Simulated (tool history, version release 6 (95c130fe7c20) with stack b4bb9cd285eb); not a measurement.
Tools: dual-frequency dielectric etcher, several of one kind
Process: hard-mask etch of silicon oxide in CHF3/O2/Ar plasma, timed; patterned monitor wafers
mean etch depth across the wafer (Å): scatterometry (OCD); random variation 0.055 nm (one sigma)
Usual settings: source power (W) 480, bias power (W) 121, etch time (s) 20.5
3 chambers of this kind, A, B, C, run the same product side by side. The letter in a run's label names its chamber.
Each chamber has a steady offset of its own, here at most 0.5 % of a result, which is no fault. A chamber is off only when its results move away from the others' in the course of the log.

run,day,source power (W),bias power (W),etch time (s),hours since the last wet clean,hours since the last source power generator calibration,hours since the last bias power generator calibration,"read-back reference wafer on the same gauge, depth_nm",mean etch depth across the wafer (Å)
1B,0.129,480,121,20.5,102.9,434.2,1649.9,38.571,325.73
2C,0.254,480,121,20.5,443.9,2056.3,1233.3,38.586,327.61
3A,0.433,480,121,20.5,470.5,53.9,2107.7,38.594,327.52
4A,0.567,480,121,20.5,473.7,57.1,2110.9,38.564,327.27
5C,0.675,480,121,20.5,454,2066.4,1243.4,38.548,326.88
6B,0.762,480,140,20.5,118.1,449.4,1665.1,38.548,339.7
7B,0.921,480,140,20.5,121.9,453.2,1668.9,38.546,340.36
8A,1.054,480,140,20.5,485.4,68.8,2122.6,38.525,342.69
9C,1.162,480,121,20.5,465.7,2078.1,1255.1,38.523,326.78
10A,1.312,480,121,20.5,491.6,75,2128.8,38.526,327.09
11B,1.483,480,121,20.5,135.4,466.7,1682.4,38.489,324.72
12C,1.583,480,121,20.5,475.8,2088.2,1265.2,38.488,326.97
13A,1.738,480,121,20.5,501.8,85.2,2139,38.478,327.32
14B,1.875,480,121,20.5,144.8,476.1,1691.8,38.476,324.88
15C,2.033,480,121,20.5,486.6,2099,1276,38.459,326.42
16A,2.162,480,121,20.5,512,95.4,2149.2,38.459,326.97
17C,2.254,480,121,20.5,491.9,2104.3,1281.3,38.444,325.39
18B,2.4,480,121,20.5,157.4,488.7,1704.4,38.441,324.79
# day 2.417: chamber A: wet clean of the chamber
19B,2.538,480,121,20.5,160.7,492,1707.7,38.441,324.86
20A,2.712,480,121,20.5,7.1,108.6,2162.4,38.395,325.35
21C,2.842,480,121,20.5,506,2118.4,1295.4,38.396,325.31
22B,2.933,380,121,20.5,170.2,501.5,1717.2,38.407,295.33
23C,3.092,380,121,20.5,512,2124.4,1301.4,38.397,297.7
24A,3.221,380,121,20.5,19.3,120.8,2174.6,38.383,296.97
25B,3.408,480,121,20.5,181.6,512.9,1728.6,38.379,323.19
26A,3.579,480,121,20.5,27.9,129.4,2183.2,38.365,324.56
27C,3.758,480,121,20.5,528,2140.4,1317.4,38.343,325.21

Next, every chamber runs the same settings. What will each give?
28A,3.896,480,112,20.5,,,,,?
28B,3.896,480,112,20.5,,,,,?
28C,3.896,480,112,20.5,,,,,?

run,mean etch depth across the wafer (Å)
28A,316.64
28B,316.25
28C,317.87
